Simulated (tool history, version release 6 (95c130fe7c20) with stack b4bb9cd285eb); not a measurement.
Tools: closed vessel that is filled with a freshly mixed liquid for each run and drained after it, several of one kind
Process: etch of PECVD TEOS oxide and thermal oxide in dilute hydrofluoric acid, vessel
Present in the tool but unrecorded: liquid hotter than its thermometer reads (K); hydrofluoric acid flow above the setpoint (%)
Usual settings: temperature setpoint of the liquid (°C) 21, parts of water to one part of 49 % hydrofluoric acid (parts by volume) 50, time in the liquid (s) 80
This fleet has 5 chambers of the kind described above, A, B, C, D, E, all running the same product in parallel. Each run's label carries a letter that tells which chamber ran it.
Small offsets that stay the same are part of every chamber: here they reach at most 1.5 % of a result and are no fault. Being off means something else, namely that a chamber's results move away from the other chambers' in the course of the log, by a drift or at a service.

run	hour	temperature setpoint of the liquid (°C)	parts of water to one part of 49 % hydrofluoric acid (parts by volume)	time in the liquid (s)	hours since the thermometer was replaced	hours since the hydrofluoric acid flow meter was replaced	read-back film thickness of the PECVD TEOS oxide reference wafer, read on the same gauge (nm)	read-back film thickness of the thermal oxide reference wafer, read on the same gauge (nm)	thickness taken off the PECVD TEOS oxide on a monitor wafer (nm)	thickness taken off the thermal oxide on a monitor wafer (nm)
1D	5.1	21	50	80	1143.7	1440.0	150.01	140.02	41.828	6.9894
2A	9.9	21	50	80	1017.9	1252.2	150.03	140.00	42.347	7.0630
3B	14.7	21	50	80	446.5	1197.9	150.01	140.00	42.875	6.9269
4C	17.9	21	50	80	157.8	534.4	150.01	140.00	42.654	6.8981
5E	20.4	21	50	80	250.4	479.3	150.01	139.99	42.372	6.9114
6C	22.7	21	50	80	162.6	539.2	149.99	140.01	43.545	6.9983
7D	27.7	21	50	80	1166.3	1462.6	150.01	140.01	42.396	6.9674
8A	30.4	19	50	105	1038.4	1272.7	150.00	140.00	50.921	8.4460
9E	35.3	19	50	105	265.3	494.2	150.00	140.01	51.863	8.4287
10B	39.2	19	50	105	471.0	1222.4	150.00	140.00	51.461	8.3746
11D	43.8	19	50	105	1182.4	1478.7	149.97	140.03	51.402	8.4158
12A	48.9	19	50	105	1056.9	1291.2	150.00	140.01	51.064	8.4514
13E	53.6	21	50	80	283.6	512.5	150.00	139.99	42.565	7.0093
14B	58.1	21	50	80	489.9	1241.3	150.00	140.00	42.485	6.8897
15C	61.8	21	50	80	201.7	578.3	150.00	140.00	42.352	6.8340
16D	64.5	21	50	80	1203.1	1499.4	149.99	140.01	43.047	7.0554
17A	69.0	21	50	80	1077.0	1311.3	149.99	139.99	42.412	6.9466
18C	71.4	21	50	80	211.3	587.9	149.99	139.99	42.089	6.9110
19B	76.6	21	50	80	508.4	1259.8	150.00	140.00	42.256	6.9314
20E	80.9	21	50	80	310.9	539.8	150.01	139.99	43.335	6.9281
21E	85.5	18	50	50	315.5	544.4	150.01	139.99	23.327	3.8184
22A	89.1	18	50	50	1097.1	1331.4	149.98	140.00	23.272	3.8492
23B	93.4	18	50	50	525.2	1276.6	150.01	140.00	23.174	3.8027
24C	98.0	18	50	50	237.9	614.5	149.99	139.99	23.355	3.8570
25D	103.2	18	50	50	1241.8	1538.1	149.99	140.00	23.394	3.8221
26E	106.9	21	50	80	336.9	565.8	150.00	139.99	42.607	7.0123
# hour 109.7: chamber E: hydrofluoric acid flow meter replaced
27C	110.6	21	50	80	250.5	627.1	150.00	140.01	42.981	6.8767
28A	114.6	21	50	80	1122.6	1356.9	150.02	139.99	42.297	7.0481
29D	119.3	21	50	80	1257.9	1554.2	150.00	140.00	42.346	7.0325
30B	121.7	21	50	80	553.5	1304.9	150.00	139.98	42.794	6.8299
31E	124.6	21	50	80	354.6	14.9	149.99	140.00	42.793	6.9970
32D	128.1	21	50	80	1266.7	1563.0	150.00	140.00	42.779	6.9818
33B	133.2	21	50	80	565.0	1316.4	150.03	140.01	42.634	6.9492

All chambers now run identical settings, listed one chamber a line with results as question marks. What results will each chamber show?
34A	137.0	21	50	80					?	?
34B	137.0	21	50	80					?	?
34C	137.0	21	50	80					?	?
34D	137.0	21	50	80					?	?
34E	137.0	21	50	80					?	?

run	thickness taken off the PECVD TEOS oxide on a monitor wafer (nm)	thickness taken off the thermal oxide on a monitor wafer (nm)
34A	42.516	7.0290
34B	43.654	6.8695
34C	42.698	6.9673
34D	42.934	6.8975
34E	41.994	6.9460
